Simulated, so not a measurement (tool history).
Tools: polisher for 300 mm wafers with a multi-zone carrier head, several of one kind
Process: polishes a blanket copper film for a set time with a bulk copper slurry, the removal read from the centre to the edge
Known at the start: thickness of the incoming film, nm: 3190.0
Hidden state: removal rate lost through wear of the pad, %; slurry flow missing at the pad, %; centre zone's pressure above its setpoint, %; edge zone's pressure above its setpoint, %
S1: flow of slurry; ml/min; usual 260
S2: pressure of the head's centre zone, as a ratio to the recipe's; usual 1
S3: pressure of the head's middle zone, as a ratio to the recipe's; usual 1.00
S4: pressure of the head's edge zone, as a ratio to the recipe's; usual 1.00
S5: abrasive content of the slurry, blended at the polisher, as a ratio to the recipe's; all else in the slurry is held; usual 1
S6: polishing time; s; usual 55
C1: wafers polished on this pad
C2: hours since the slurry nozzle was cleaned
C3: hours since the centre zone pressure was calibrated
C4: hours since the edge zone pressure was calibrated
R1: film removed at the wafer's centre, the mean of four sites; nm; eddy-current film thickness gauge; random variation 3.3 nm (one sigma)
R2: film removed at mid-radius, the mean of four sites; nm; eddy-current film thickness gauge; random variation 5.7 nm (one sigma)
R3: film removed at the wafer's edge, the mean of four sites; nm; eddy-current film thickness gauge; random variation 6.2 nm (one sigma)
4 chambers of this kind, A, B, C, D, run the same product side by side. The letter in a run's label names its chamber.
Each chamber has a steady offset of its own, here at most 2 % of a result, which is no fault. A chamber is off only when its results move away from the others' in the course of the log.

run 1B day=0.417 | S1=260 S2=1 S3=1.00 S4=1.00 S5=1 S6=55 | C1=747 C2=307.2 C3=327.9 C4=426.4 | R1=469.49 R2=473.08 R3=484.80
-- day=0.546 chamber B: worn pad replaced by a new one
-- day=0.750 chamber A: worn pad replaced by a new one
run 2C day=0.825 | S1=260 S2=1 S3=1.00 S4=1.00 S5=1 S6=55 | C1=351 C2=271.7 C3=60.0 C4=70.5 | R1=475.72 R2=482.96 R3=469.94
run 3D day=1.012 | S1=260 S2=1 S3=1.00 S4=1.00 S5=1 S6=55 | C1=688 C2=320.7 C3=78.2 C4=855.6 | R1=476.28 R2=478.89 R3=479.30
run 4A day=1.279 | S1=260 S2=1 S3=1.00 S4=1.00 S5=1 S6=55 | C1=82 C2=127.8 C3=184.8 C4=273.1 | R1=474.59 R2=472.38 R3=474.22
run 5B day=1.575 | S1=260 S2=1 S3=1.00 S4=1.00 S5=1 S6=55 | C1=159 C2=335.0 C3=355.7 C4=454.2 | R1=472.54 R2=460.41 R3=494.07
-- day=1.883 chamber D: slurry nozzle cleaned
run 6D day=1.933 | S1=260 S2=1 S3=1.09 S4=1.05 S5=1 S6=55 | C1=830 C2=1.2 C3=100.3 C4=877.7 | R1=471.78 R2=516.81 R3=484.05
-- day=1.942 chamber C: slurry nozzle cleaned
run 7A day=2.138 | S1=260 S2=1 S3=1.09 S4=1.05 S5=1 S6=55 | C1=215 C2=148.4 C3=205.4 C4=293.7 | R1=487.55 R2=509.77 R3=483.39
run 8C day=2.562 | S1=260 S2=1 S3=1.09 S4=1.05 S5=1 S6=55 | C1=620 C2=14.9 C3=101.7 C4=112.2 | R1=470.63 R2=515.38 R3=484.86
run 9B day=2.800 | S1=260 S2=1 S3=1.09 S4=1.05 S5=1 S6=55 | C1=349 C2=364.4 C3=385.1 C4=483.6 | R1=477.72 R2=510.07 R3=497.00
run 10C day=2.996 | S1=260 S2=1 S3=1.00 S4=1.00 S5=1 S6=37 | C1=687 C2=25.3 C3=112.1 C4=122.6 | R1=318.47 R2=322.49 R3=304.19
run 11A day=3.404 | S1=260 S2=1 S3=1.00 S4=1.00 S5=1 S6=37 | C1=411 C2=178.8 C3=235.8 C4=324.1 | R1=323.01 R2=314.90 R3=316.57
-- day=3.688 chamber D: worn pad replaced by a new one
run 12D day=3.692 | S1=260 S2=1 S3=1.00 S4=1.00 S5=1 S6=37 | C1=0 C2=43.4 C3=142.5 C4=919.9 | R1=317.27 R2=321.70 R3=318.85
run 13C day=3.933 | S1=260 S2=1 S3=1.00 S4=1.00 S5=1 S6=37 | C1=832 C2=47.8 C3=134.6 C4=145.1 | R1=312.12 R2=314.52 R3=314.70
run 14B day=4.125 | S1=260 S2=1 S3=1.00 S4=1.00 S5=1 S6=42 | C1=554 C2=396.2 C3=416.9 C4=515.4 | R1=360.81 R2=355.10 R3=366.72
-- day=4.250 chamber A: edge zone pressure recalibrated
run 15D day=4.329 | S1=260 S2=1 S3=1.00 S4=1.00 S5=1 S6=42 | C1=99 C2=58.7 C3=157.8 C4=935.2 | R1=356.96 R2=369.23 R3=363.24
-- day=4.504 chamber B: slurry nozzle cleaned
run 16A day=4.538 | S1=260 S2=1 S3=1.00 S4=1.00 S5=1 S6=42 | C1=586 C2=206.0 C3=263.0 C4=7.0 | R1=365.19 R2=365.02 R3=365.58
run 17C day=4.825 | S1=260 S2=1 S3=1.00 S4=1.00 S5=1 S6=42 | C1=970 C2=69.2 C3=156.0 C4=166.5 | R1=355.16 R2=356.93 R3=346.41
run 18D day=5.083 | S1=260 S2=1 S3=1.00 S4=1.00 S5=1 S6=55 | C1=216 C2=76.8 C3=175.9 C4=953.3 | R1=470.35 R2=475.55 R3=480.66
run 19B day=5.517 | S1=260 S2=1 S3=1.00 S4=1.00 S5=1 S6=55 | C1=769 C2=24.4 C3=450.3 C4=548.8 | R1=473.87 R2=476.79 R3=480.44
-- day=5.808 chamber B: worn pad replaced by a new one
run 20A day=5.925 | S1=260 S2=1 S3=1.00 S4=1.00 S5=1 S6=55 | C1=801 C2=239.3 C3=296.3 C4=40.3 | R1=480.11 R2=477.45 R3=477.67
run 21C day=6.138 | S1=260 S2=1 S3=1.00 S4=1.00 S5=1 S6=55 | C1=1173 C2=100.7 C3=187.5 C4=198.0 | R1=460.60 R2=471.10 R3=458.66
run 22B day=6.442 | S1=260 S2=1 S3=1.00 S4=1.00 S5=1 S6=55 | C1=98 C2=46.6 C3=472.5 C4=571.0 | R1=480.51 R2=475.69 R3=489.98
-- day=6.733 chamber D: edge zone pressure recalibrated
run 23D day=6.846 | S1=260 S2=1 S3=1.00 S4=1.00 S5=1 S6=55 | C1=488 C2=119.1 C3=218.2 C4=2.8 | R1=463.24 R2=479.01 R3=478.51
run 24A day=7.042 | S1=260 S2=1 S3=1.00 S4=1.00 S5=1 S6=55 | C1=973 C2=266.1 C3=323.1 C4=67.1 | R1=475.89 R2=473.46 R3=478.48
run 25A day=7.379 | S1=260 S2=1 S3=1.00 S4=1.00 S5=1 S6=55 | C1=1026 C2=274.2 C3=331.2 C4=75.2 | R1=479.65 R2=475.43 R3=480.39
run 26C day=7.754 | S1=260 S2=1 S3=1.00 S4=1.00 S5=1 S6=55 | C1=1423 C2=139.5 C3=226.3 C4=236.8 | R1=455.64 R2=457.33 R3=462.53
-- day=7.808 chamber A: worn pad replaced by a new one
run 27B day=8.050 | S1=260 S2=1 S3=1.00 S4=1.00 S5=1 S6=55 | C1=347 C2=85.2 C3=511.1 C4=609.6 | R1=471.52 R2=472.53 R3=484.20
run 28D day=8.292 | S1=260 S2=1 S3=1.00 S4=1.00 S5=1 S6=55 | C1=712 C2=153.8 C3=252.9 C4=37.5 | R1=471.26 R2=470.47 R3=479.64
run 29D day=8.604 | S1=260 S2=1 S3=1.00 S4=1.00 S5=1 S6=55 | C1=760 C2=161.3 C3=260.4 C4=45.0 | R1=473.31 R2=478.38 R3=485.21
run 30B day=8.933 | S1=260 S2=1 S3=1.00 S4=1.00 S5=1 S6=55 | C1=483 C2=106.4 C3=532.3 C4=630.8 | R1=479.74 R2=469.89 R3=480.72
run 31C day=9.267 | S1=260 S2=1 S3=1.00 S4=1.00 S5=1 S6=55 | C1=1657 C2=175.8 C3=262.6 C4=273.1 | R1=446.05 R2=456.39 R3=450.88
run 32A day=9.654 | S1=260 S2=1 S3=1.00 S4=1.00 S5=1 S6=55 | C1=285 C2=328.8 C3=385.8 C4=129.8 | R1=479.52 R2=473.16 R3=475.14
run 33C day=10.054 | S1=260 S2=1 S3=1.00 S4=1.00 S5=1 S6=55 | C1=1779 C2=194.7 C3=281.5 C4=292.0 | R1=449.18 R2=443.38 R3=457.65
run 34D day=10.317 | S1=260 S2=1 S3=1.00 S4=1.00 S5=1 S6=55 | C1=1025 C2=202.4 C3=301.5 C4=86.1 | R1=466.81 R2=481.34 R3=461.66
-- day=10.392 chamber D: worn pad replaced by a new one
run 35B day=10.579 | S1=260 S2=1 S3=1.06 S4=1.00 S5=1 S6=55 | C1=738 C2=145.9 C3=571.8 C4=670.3 | R1=473.56 R2=500.97 R3=475.40
run 36A day=10.875 | S1=260 S2=1 S3=1.06 S4=1.00 S5=1 S6=55 | C1=474 C2=358.1 C3=415.1 C4=159.1 | R1=478.78 R2=491.55 R3=482.85
run 37D day=11.138 | S1=260 S2=1 S3=1.06 S4=1.00 S5=1 S6=55 | C1=115 C2=222.1 C3=321.2 C4=105.8 | R1=470.99 R2=504.93 R3=479.64

What goes on in this fleet: one chamber off, a drifting gauge, or nothing beyond the chambers' own small offsets? Name the chamber and the cause, if any.

Chamber C drifts away from the others.
Cause: removal rate lost through wear of the pad, % = 6.76.

Here are 4 candidates for chamber C's next run, each the usual settings with a change, their results left as question marks. Which one brings its results back in line with what the others give on the usual settings?
In line means no further than this from the other chambers' mean on the usual settings: R1 12.00 nm; R2 20.00 nm; R3 22.00 nm
run 38C-1 day=11.450 | S1=260 S2=1.01 S3=1.02 S4=0.98 S5=1 S6=49 | R1=? R2=? R3=?
run 38C-2 day=11.450 | S1=260 S2=0.99 S3=0.98 S4=1.03 S5=1 S6=62 | R1=? R2=? R3=?
run 38C-3 day=11.450 | S1=260 S2=1.01 S3=1.01 S4=0.99 S5=1 S6=51 | R1=? R2=? R3=?
run 38C-4 day=11.450 | S1=260 S2=0.99 S3=0.99 S4=1.01 S5=1 S6=59 | R1=? R2=? R3=?

The other chambers' mean on the usual settings: R1 474.36 nm; R2 476.30 nm; R3 477.48 nm
run=38C-1 R1=400.50 R2=405.42 R3=392.02
run=38C-2 R1=495.61 R2=494.62 R3=509.66
run=38C-3 R1=416.82 R2=418.18 R3=410.28
run=38C-4 R1=471.67 R2=475.07 R3=479.86
38C-4 brings the chamber back in line.
